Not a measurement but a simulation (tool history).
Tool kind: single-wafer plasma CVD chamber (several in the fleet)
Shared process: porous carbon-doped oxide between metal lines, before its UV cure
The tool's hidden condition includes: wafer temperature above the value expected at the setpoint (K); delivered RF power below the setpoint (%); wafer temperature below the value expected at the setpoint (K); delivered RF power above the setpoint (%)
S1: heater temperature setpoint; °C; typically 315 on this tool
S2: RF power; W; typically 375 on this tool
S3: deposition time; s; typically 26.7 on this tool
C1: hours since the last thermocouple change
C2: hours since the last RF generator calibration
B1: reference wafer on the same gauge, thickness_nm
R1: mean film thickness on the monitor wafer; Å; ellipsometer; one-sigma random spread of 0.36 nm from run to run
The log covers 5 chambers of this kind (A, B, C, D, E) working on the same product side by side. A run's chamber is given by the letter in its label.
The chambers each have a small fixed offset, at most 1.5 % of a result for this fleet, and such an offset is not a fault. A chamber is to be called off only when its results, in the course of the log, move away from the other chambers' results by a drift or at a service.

| run | hour | S1 | S2 | S3 | C1 | C2 | B1 | R1 |
|---|---|---|---|---|---|---|---|---|
| 1A | 7.9 | 315 | 375 | 26.7 | 622.4 | 665.1 | 106.95 | 1070.30 |
| 2E | 16.9 | 315 | 375 | 26.7 | 1228.7 | 1389.3 | 106.96 | 1083.80 |
| 3B | 25.5 | 315 | 375 | 26.7 | 1443.0 | 681.4 | 106.94 | 1079.20 |
| 4C | 36.2 | 315 | 375 | 26.7 | 1324.0 | 137.7 | 107.03 | 1088.20 |
| 5D | 43.8 | 315 | 375 | 26.7 | 1160.3 | 145.2 | 106.97 | 1074.70 |
| 6D | 54.8 | 315 | 375 | 26.7 | 1171.3 | 156.2 | 106.97 | 1078.90 |
|  | 64.7 | chamber E: RF generator calibrated |
| 7C | 67.7 | 315 | 375 | 26.7 | 1355.5 | 169.2 | 106.91 | 1094.90 |
| 8B | 82.1 | 315 | 375 | 26.7 | 1499.6 | 738.0 | 106.98 | 1074.60 |
| 9E | 98.6 | 315 | 375 | 26.7 | 1310.4 | 33.9 | 107.08 | 1079.00 |
|  | 101.4 | chamber E: thermocouple changed; heater temperature recalibrated |
| 10A | 108.9 | 315 | 375 | 26.7 | 723.4 | 766.1 | 106.99 | 1072.20 |
| 11A | 122.2 | 315 | 375 | 26.7 | 736.7 | 779.4 | 107.11 | 1071.50 |
|  | 126.5 | chamber D: thermocouple changed; heater temperature recalibrated |
| 12C | 132.5 | 315 | 375 | 26.7 | 1420.3 | 234.0 | 107.01 | 1087.30 |
| 13E | 143.9 | 315 | 375 | 26.7 | 42.5 | 79.2 | 107.03 | 1089.90 |
| 14D | 159.7 | 315 | 375 | 26.7 | 33.2 | 261.1 | 106.98 | 1072.40 |
| 15B | 168.2 | 315 | 375 | 26.7 | 1585.7 | 824.1 | 106.99 | 1064.30 |
| 16E | 178.6 | 315 | 375 | 26.7 | 77.2 | 113.9 | 106.95 | 1083.00 |
|  | 183.1 | chamber C: thermocouple changed; heater temperature recalibrated |
| 17C | 192.6 | 315 | 375 | 26.7 | 9.6 | 294.1 | 107.07 | 1084.50 |
| 18B | 202.0 | 315 | 375 | 26.7 | 1619.5 | 857.9 | 107.03 | 1072.40 |
| 19A | 212.8 | 315 | 375 | 26.7 | 827.3 | 870.0 | 106.99 | 1063.50 |
| 20D | 224.4 | 315 | 375 | 26.7 | 97.9 | 325.8 | 106.95 | 1073.60 |
| 21B | 233.2 | 315 | 375 | 26.7 | 1650.7 | 889.1 | 107.02 | 1065.70 |
| 22C | 240.4 | 315 | 375 | 26.7 | 57.4 | 341.9 | 107.08 | 1088.20 |
| 23E | 247.8 | 315 | 375 | 26.7 | 146.4 | 183.1 | 106.94 | 1083.30 |
| 24D | 259.5 | 315 | 375 | 26.7 | 133.0 | 360.9 | 107.00 | 1070.80 |
| 25A | 268.4 | 315 | 375 | 26.7 | 882.9 | 925.6 | 106.92 | 1047.30 |
| 26D | 283.5 | 315 | 375 | 26.7 | 157.0 | 384.9 | 106.98 | 1076.30 |
| 27A | 299.7 | 315 | 375 | 26.7 | 914.2 | 956.9 | 107.07 | 1043.20 |
| 28B | 314.2 | 315 | 375 | 26.7 | 1731.7 | 970.1 | 106.95 | 1079.70 |
| 29C | 327.1 | 315 | 375 | 26.7 | 144.1 | 428.6 | 107.05 | 1092.50 |
| 30E | 337.1 | 315 | 375 | 26.7 | 235.7 | 272.4 | 107.01 | 1085.80 |
| 31B | 351.3 | 315 | 375 | 26.7 | 1768.8 | 1007.2 | 106.94 | 1069.90 |
| 32D | 366.4 | 315 | 375 | 26.7 | 239.9 | 467.8 | 107.09 | 1074.20 |
| 33C | 378.2 | 329 | 415 | 26.7 | 195.2 | 479.7 | 106.94 | 1097.00 |
| 34A | 390.4 | 329 | 415 | 26.7 | 1004.9 | 1047.6 | 106.98 | 1042.00 |
| 35E | 401.4 | 329 | 415 | 26.7 | 300.0 | 336.7 | 106.93 | 1084.20 |
| 36E | 416.4 | 329 | 415 | 26.7 | 315.0 | 351.7 | 106.91 | 1096.40 |
| 37C | 430.7 | 329 | 415 | 26.7 | 247.7 | 532.2 | 106.99 | 1102.60 |
| 38B | 439.3 | 315 | 375 | 26.7 | 1856.8 | 1095.2 | 106.98 | 1075.10 |
| 39A | 449.4 | 315 | 430 | 26.7 | 1063.9 | 1106.6 | 107.08 | 1139.20 |

Does one chamber stand apart from the rest, does the shared gauge drift, or is all well apart from small per-chamber offsets? Give the chamber and the most likely cause, where there is one.

Little by little, chamber A moves away from the other chambers.
Most likely cause: delivered RF power below the setpoint (%) = 5.92.

Which of the 4 candidates below, each the usual settings with something changed and its results left as question marks, puts chamber A back in line with what the other chambers give on the usual settings?
In line here means within this much of the mean the other chambers give on the usual settings: R1 13.00 Å
| 40A-1 | 461.3 | 313 | 375 | 28.0 |  |  |  | ? |
| 40A-2 | 461.3 | 315 | 380 | 27.0 |  |  |  | ? |
| 40A-3 | 461.3 | 317 | 375 | 25.4 |  |  |  | ? |
| 40A-4 | 461.3 | 316 | 375 | 26.2 |  |  |  | ? |

What the other chambers average on the usual settings: R1 1079.10 Å
| run | R1 |
|---|---|
| 40A-1 | 1078.60 |
| 40A-2 | 1041.30 |
| 40A-3 | 961.22 |
| 40A-4 | 995.64 |
With 40A-1, the chamber falls back in line with the rest.

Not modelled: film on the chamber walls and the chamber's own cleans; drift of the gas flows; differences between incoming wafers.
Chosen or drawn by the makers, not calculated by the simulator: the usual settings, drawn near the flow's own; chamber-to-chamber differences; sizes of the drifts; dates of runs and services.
